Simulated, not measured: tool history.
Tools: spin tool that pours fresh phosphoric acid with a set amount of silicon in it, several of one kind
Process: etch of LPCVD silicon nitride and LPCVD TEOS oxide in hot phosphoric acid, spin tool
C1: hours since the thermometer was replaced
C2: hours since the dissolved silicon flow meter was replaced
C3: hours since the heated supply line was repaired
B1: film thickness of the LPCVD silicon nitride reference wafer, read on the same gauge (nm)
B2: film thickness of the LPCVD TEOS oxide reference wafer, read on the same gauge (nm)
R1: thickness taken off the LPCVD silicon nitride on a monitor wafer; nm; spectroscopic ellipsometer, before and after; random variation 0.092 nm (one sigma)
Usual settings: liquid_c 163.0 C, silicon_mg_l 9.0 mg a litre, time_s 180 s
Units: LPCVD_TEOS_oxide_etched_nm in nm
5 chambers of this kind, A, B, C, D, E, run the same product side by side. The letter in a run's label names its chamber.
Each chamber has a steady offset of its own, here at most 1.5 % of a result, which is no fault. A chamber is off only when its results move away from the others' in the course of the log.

Run 1E, hour 5.3: usual settings; C1 771.3; C2 552.5; C3 1516.0; B1 29.988; B2 120.00. Result: R1 19.090 nm, LPCVD_TEOS_oxide_etched_nm 0.35895 nm.
Run 2D, hour 12.8: usual settings; C1 1291.0; C2 656.7; C3 1715.9; B1 29.990; B2 120.01. Result: R1 19.151 nm, LPCVD_TEOS_oxide_etched_nm 0.36432 nm.
Run 3A, hour 19.6: usual settings; C1 1205.5; C2 103.2; C3 1631.9; B1 29.976; B2 119.99. Result: R1 19.069 nm, LPCVD_TEOS_oxide_etched_nm 0.38706 nm.
Run 4C, hour 29.0: usual settings; C1 65.9; C2 194.1; C3 78.4; B1 30.037; B2 119.98. Result: R1 19.283 nm, LPCVD_TEOS_oxide_etched_nm 0.38368 nm.
Run 5B, hour 39.6: usual settings; C1 1432.6; C2 436.6; C3 769.4; B1 29.929; B2 120.02. Result: R1 19.380 nm, LPCVD_TEOS_oxide_etched_nm 0.40451 nm.
Run 6D, hour 48.7: usual settings; C1 1326.9; C2 692.6; C3 1751.8; B1 29.993; B2 119.99. Result: R1 19.127 nm, LPCVD_TEOS_oxide_etched_nm 0.34410 nm.
Run 7C, hour 60.1: usual settings; C1 97.0; C2 225.2; C3 109.5; B1 29.959; B2 119.99. Result: R1 19.084 nm, LPCVD_TEOS_oxide_etched_nm 0.35791 nm.
Run 8A, hour 70.5: usual settings; C1 1256.4; C2 154.1; C3 1682.8; B1 29.987; B2 120.00. Result: R1 19.220 nm, LPCVD_TEOS_oxide_etched_nm 0.30993 nm.
Run 9E, hour 77.1: usual settings; C1 843.1; C2 624.3; C3 1587.8; B1 30.012; B2 120.01. Result: R1 19.031 nm, LPCVD_TEOS_oxide_etched_nm 0.34423 nm.
Run 10B, hour 83.4: usual settings; C1 1476.4; C2 480.4; C3 813.2; B1 30.000; B2 120.01. Result: R1 19.142 nm, LPCVD_TEOS_oxide_etched_nm 0.38991 nm.
Run 11D, hour 91.8: usual settings; C1 1370.0; C2 735.7; C3 1794.9; B1 30.014; B2 120.01. Result: R1 19.312 nm, LPCVD_TEOS_oxide_etched_nm 0.38068 nm.
Run 12A, hour 98.0: usual settings; C1 1283.9; C2 181.6; C3 1710.3; B1 30.003; B2 120.02. Result: R1 19.040 nm, LPCVD_TEOS_oxide_etched_nm 0.36889 nm.
Run 13E, hour 107.1: usual settings; C1 873.1; C2 654.3; C3 1617.8; B1 30.068; B2 119.99. Result: R1 19.210 nm, LPCVD_TEOS_oxide_etched_nm 0.43287 nm.
Run 14C, hour 114.9: usual settings; C1 151.8; C2 280.0; C3 164.3; B1 29.996; B2 119.99. Result: R1 19.166 nm, LPCVD_TEOS_oxide_etched_nm 0.35103 nm.
Run 15B, hour 121.4: usual settings; C1 1514.4; C2 518.4; C3 851.2; B1 29.976; B2 120.01. Result: R1 19.068 nm, LPCVD_TEOS_oxide_etched_nm 0.37360 nm.
Run 16A, hour 129.3: usual settings; C1 1315.2; C2 212.9; C3 1741.6; B1 29.990; B2 120.01. Result: R1 19.050 nm, LPCVD_TEOS_oxide_etched_nm 0.36990 nm.
Run 17E, hour 139.5: usual settings; C1 905.5; C2 686.7; C3 1650.2; B1 29.992; B2 120.00. Result: R1 19.341 nm, LPCVD_TEOS_oxide_etched_nm 0.35914 nm.
Run 18B, hour 148.2: usual settings; C1 1541.2; C2 545.2; C3 878.0; B1 30.056; B2 120.00. Result: R1 19.023 nm, LPCVD_TEOS_oxide_etched_nm 0.37697 nm.
Run 19C, hour 155.3: usual settings but liquid_c 160.5 C, silicon_mg_l 6.0 mg a litre; C1 192.2; C2 320.4; C3 204.7; B1 30.054; B2 120.01. Result: R1 17.492 nm, LPCVD_TEOS_oxide_etched_nm 0.32181 nm.
Run 20D, hour 162.4: usual settings but liquid_c 160.5 C, silicon_mg_l 6.0 mg a litre; C1 1440.6; C2 806.3; C3 1865.5; B1 30.039; B2 120.00. Result: R1 17.622 nm, LPCVD_TEOS_oxide_etched_nm 0.34198 nm.
At hour 168.5: chamber B: thermometer replaced.
Run 21A, hour 170.0: usual settings but liquid_c 160.5 C, silicon_mg_l 6.0 mg a litre; C1 1355.9; C2 253.6; C3 1782.3; B1 30.050; B2 120.01. Result: R1 17.528 nm, LPCVD_TEOS_oxide_etched_nm 0.33383 nm.
Run 22D, hour 181.2: usual settings but liquid_c 160.5 C, silicon_mg_l 6.0 mg a litre; C1 1459.4; C2 825.1; C3 1884.3; B1 30.020; B2 120.01. Result: R1 17.699 nm, LPCVD_TEOS_oxide_etched_nm 0.29897 nm.
Run 23C, hour 188.3: usual settings but liquid_c 160.5 C, silicon_mg_l 6.0 mg a litre; C1 225.2; C2 353.4; C3 237.7; B1 30.005; B2 120.01. Result: R1 17.683 nm, LPCVD_TEOS_oxide_etched_nm 0.30419 nm.
Run 24B, hour 194.0: usual settings; C1 25.6; C2 591.0; C3 923.8; B1 29.985; B2 119.97. Result: R1 18.942 nm, LPCVD_TEOS_oxide_etched_nm 0.36692 nm.
Run 25E, hour 201.8: usual settings; C1 967.8; C2 749.0; C3 1712.5; B1 30.043; B2 120.00. Result: R1 19.236 nm, LPCVD_TEOS_oxide_etched_nm 0.32509 nm.
Run 26C, hour 210.4: usual settings but silicon_mg_l 14.0 mg a litre; C1 247.3; C2 375.5; C3 259.8; B1 30.006; B2 120.01. Result: R1 19.219 nm, LPCVD_TEOS_oxide_etched_nm 0.31906 nm.
Run 27A, hour 222.1: usual settings but silicon_mg_l 14.0 mg a litre; C1 1408.0; C2 305.7; C3 1834.4; B1 29.965; B2 120.00. Result: R1 19.155 nm, LPCVD_TEOS_oxide_etched_nm 0.36795 nm.
Run 28E, hour 232.2: usual settings but silicon_mg_l 14.0 mg a litre; C1 998.2; C2 779.4; C3 1742.9; B1 30.011; B2 120.01. Result: R1 19.137 nm, LPCVD_TEOS_oxide_etched_nm 0.34078 nm.
Run 29D, hour 239.9: usual settings but silicon_mg_l 14.0 mg a litre; C1 1518.1; C2 883.8; C3 1943.0; B1 29.977; B2 120.00. Result: R1 19.089 nm, LPCVD_TEOS_oxide_etched_nm 0.33139 nm.
Run 30B, hour 249.8: usual settings but silicon_mg_l 14.0 mg a litre; C1 81.4; C2 646.8; C3 979.6; B1 30.055; B2 120.00. Result: R1 18.957 nm, LPCVD_TEOS_oxide_etched_nm 0.32260 nm.
Run 31C, hour 259.5: usual settings; C1 296.4; C2 424.6; C3 308.9; B1 30.035; B2 119.98. Result: R1 19.039 nm, LPCVD_TEOS_oxide_etched_nm 0.39641 nm.
Run 32E, hour 268.2: usual settings; C1 1034.2; C2 815.4; C3 1778.9; B1 30.005; B2 120.00. Result: R1 19.194 nm, LPCVD_TEOS_oxide_etched_nm 0.38675 nm.
Run 33A, hour 274.9: usual settings; C1 1460.8; C2 358.5; C3 1887.2; B1 30.053; B2 120.01. Result: R1 19.049 nm, LPCVD_TEOS_oxide_etched_nm 0.35626 nm.
Run 34D, hour 280.7: usual settings; C1 1558.9; C2 924.6; C3 1983.8; B1 29.989; B2 119.99. Result: R1 19.119 nm, LPCVD_TEOS_oxide_etched_nm 0.35526 nm.
Run 35B, hour 290.6: usual settings; C1 122.2; C2 687.6; C3 1020.4; B1 30.016; B2 120.01. Result: R1 19.156 nm, LPCVD_TEOS_oxide_etched_nm 0.39975 nm.
Run 36C, hour 299.0: usual settings but silicon_mg_l 11.5 mg a litre, time_s 125 s; C1 335.9; C2 464.1; C3 348.4; B1 30.009; B2 120.00. Result: R1 13.257 nm, LPCVD_TEOS_oxide_etched_nm 0.27569 nm.
Run 37D, hour 305.6: usual settings but silicon_mg_l 11.5 mg a litre, time_s 125 s; C1 1583.8; C2 949.5; C3 2008.7; B1 30.008; B2 120.00. Result: R1 13.212 nm, LPCVD_TEOS_oxide_etched_nm 0.21431 nm.
Run 38E, hour 315.3: usual settings but silicon_mg_l 11.5 mg a litre, time_s 125 s; C1 1081.3; C2 862.5; C3 1826.0; B1 30.002; B2 120.00. Result: R1 13.315 nm, LPCVD_TEOS_oxide_etched_nm 0.23579 nm.
Run 39B, hour 322.7: usual settings but silicon_mg_l 11.5 mg a litre, time_s 125 s; C1 154.3; C2 719.7; C3 1052.5; B1 30.028; B2 120.01. Result: R1 13.245 nm, LPCVD_TEOS_oxide_etched_nm 0.25840 nm.
Run 40A, hour 330.2: usual settings but silicon_mg_l 11.5 mg a litre, time_s 125 s; C1 1516.1; C2 413.8; C3 1942.5; B1 30.037; B2 120.00. Result: R1 13.309 nm, LPCVD_TEOS_oxide_etched_nm 0.21019 nm.

Is one chamber off against the others, does the gauge drift, or is nothing wrong? If a chamber is off, say which, and what the likeliest cause is.

No chamber stands off beyond its own small offset, and the gauge holds steady.
